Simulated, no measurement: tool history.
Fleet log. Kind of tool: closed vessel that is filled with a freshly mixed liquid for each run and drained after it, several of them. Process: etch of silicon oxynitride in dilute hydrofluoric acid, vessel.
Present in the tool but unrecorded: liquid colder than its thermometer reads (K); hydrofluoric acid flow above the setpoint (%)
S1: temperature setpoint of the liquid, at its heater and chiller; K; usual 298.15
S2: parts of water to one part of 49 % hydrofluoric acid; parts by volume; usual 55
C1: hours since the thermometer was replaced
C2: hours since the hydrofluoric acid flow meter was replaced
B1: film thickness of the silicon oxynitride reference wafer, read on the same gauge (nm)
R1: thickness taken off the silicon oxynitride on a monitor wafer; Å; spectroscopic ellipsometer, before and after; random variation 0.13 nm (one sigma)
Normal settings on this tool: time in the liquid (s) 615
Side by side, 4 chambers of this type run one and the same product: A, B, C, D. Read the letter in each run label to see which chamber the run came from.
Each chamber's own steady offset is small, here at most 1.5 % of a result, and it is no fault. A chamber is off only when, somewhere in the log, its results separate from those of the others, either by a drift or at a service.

run 1D day=0.646 | S1=298.15 S2=55 time_in_the_liquid_(s)=615 | C1=1864.4 C2=95.2 | B1=119.99 | R1=174.67
run 2B day=0.950 | S1=298.15 S2=55 time_in_the_liquid_(s)=615 | C1=1100.6 C2=308.4 | B1=119.99 | R1=176.09
run 3C day=1.392 | S1=298.15 S2=55 time_in_the_liquid_(s)=615 | C1=1231.8 C2=606.2 | B1=119.98 | R1=174.21
run 4A day=1.842 | S1=298.15 S2=55 time_in_the_liquid_(s)=615 | C1=2084.6 C2=382.3 | B1=120.03 | R1=176.22
run 5D day=2.221 | S1=298.15 S2=55 time_in_the_liquid_(s)=615 | C1=1902.2 C2=133.0 | B1=120.01 | R1=172.82
run 6C day=2.675 | S1=298.15 S2=55 time_in_the_liquid_(s)=615 | C1=1262.6 C2=637.0 | B1=119.95 | R1=175.73
run 7B day=3.200 | S1=298.15 S2=55 time_in_the_liquid_(s)=615 | C1=1154.6 C2=362.4 | B1=119.98 | R1=179.93
-- day=3.646 chamber D: thermometer replaced
run 8A day=3.679 | S1=298.15 S2=55 time_in_the_liquid_(s)=615 | C1=2128.7 C2=426.4 | B1=120.01 | R1=178.92
run 9C day=4.075 | S1=298.15 S2=55 time_in_the_liquid_(s)=615 | C1=1296.2 C2=670.6 | B1=120.00 | R1=176.03
run 10D day=4.667 | S1=298.15 S2=55 time_in_the_liquid_(s)=615 | C1=24.5 C2=191.7 | B1=120.03 | R1=172.67
run 11A day=5.192 | S1=298.15 S2=55 time_in_the_liquid_(s)=615 | C1=2165.0 C2=462.7 | B1=120.00 | R1=178.65
run 12B day=5.888 | S1=298.15 S2=55 time_in_the_liquid_(s)=615 | C1=1219.1 C2=426.9 | B1=120.01 | R1=183.79
run 13C day=6.442 | S1=298.15 S2=55 time_in_the_liquid_(s)=615 | C1=1353.0 C2=727.4 | B1=119.97 | R1=175.46
run 14B day=7.017 | S1=298.15 S2=55 time_in_the_liquid_(s)=615 | C1=1246.2 C2=454.0 | B1=119.98 | R1=185.15
run 15A day=7.538 | S1=298.15 S2=70 time_in_the_liquid_(s)=950 | C1=2221.3 C2=519.0 | B1=119.99 | R1=214.02
run 16D day=8.050 | S1=298.15 S2=70 time_in_the_liquid_(s)=950 | C1=105.7 C2=272.9 | B1=120.01 | R1=205.19
run 17B day=8.646 | S1=298.15 S2=70 time_in_the_liquid_(s)=950 | C1=1285.3 C2=493.1 | B1=120.00 | R1=224.13
run 18D day=9.058 | S1=298.15 S2=70 time_in_the_liquid_(s)=950 | C1=129.9 C2=297.1 | B1=120.00 | R1=208.54
run 19A day=9.500 | S1=298.15 S2=55 time_in_the_liquid_(s)=615 | C1=2268.4 C2=566.1 | B1=120.00 | R1=178.57
run 20C day=9.858 | S1=302.65 S2=55 time_in_the_liquid_(s)=925 | C1=1435.0 C2=809.4 | B1=119.92 | R1=326.89
run 21A day=10.458 | S1=302.65 S2=55 time_in_the_liquid_(s)=925 | C1=2291.4 C2=589.1 | B1=120.01 | R1=329.34
run 22B day=11.017 | S1=302.65 S2=55 time_in_the_liquid_(s)=925 | C1=1342.2 C2=550.0 | B1=120.05 | R1=358.14
run 23C day=11.679 | S1=302.65 S2=55 time_in_the_liquid_(s)=925 | C1=1478.7 C2=853.1 | B1=120.00 | R1=322.37
run 24D day=12.362 | S1=298.15 S2=55 time_in_the_liquid_(s)=615 | C1=209.2 C2=376.4 | B1=120.00 | R1=175.57
run 25A day=12.762 | S1=298.15 S2=55 time_in_the_liquid_(s)=615 | C1=2346.7 C2=644.4 | B1=119.99 | R1=177.20

Is one chamber off against the others, does the gauge drift, or is nothing wrong? If a chamber is off, say which, and what the likeliest cause is.

It is chamber B that slowly wanders off from its peers.
What lies behind it: hydrofluoric acid flow above the setpoint (%) = 10.5.
The log may not separate it from: liquid hotter than its thermometer reads (K).

Which of the 4 candidates below, each the usual settings with something changed and its results left as question marks, puts chamber B back in line with what the other chambers give on the usual settings?
Allowed miss from the other chambers' usual-settings mean, per result, to count as in line: R1 4.40 Å
run 26B-1 day=13.262 | S1=300.15 S2=55 time_in_the_liquid_(s)=615 | R1=?
run 26B-2 day=13.262 | S1=298.15 S2=50 time_in_the_liquid_(s)=650 | R1=?
run 26B-3 day=13.262 | S1=297.65 S2=55 time_in_the_liquid_(s)=570 | R1=?
run 26B-4 day=13.262 | S1=298.15 S2=60 time_in_the_liquid_(s)=580 | R1=?

Mean of the other chambers on the usual settings: R1 176.14 Å
run=26B-1 R1=214.78
run=26B-2 R1=227.59
run=26B-3 R1=176.56
run=26B-4 R1=168.20
The right change is 26B-3: it brings the chamber back within the allowed miss of the others.
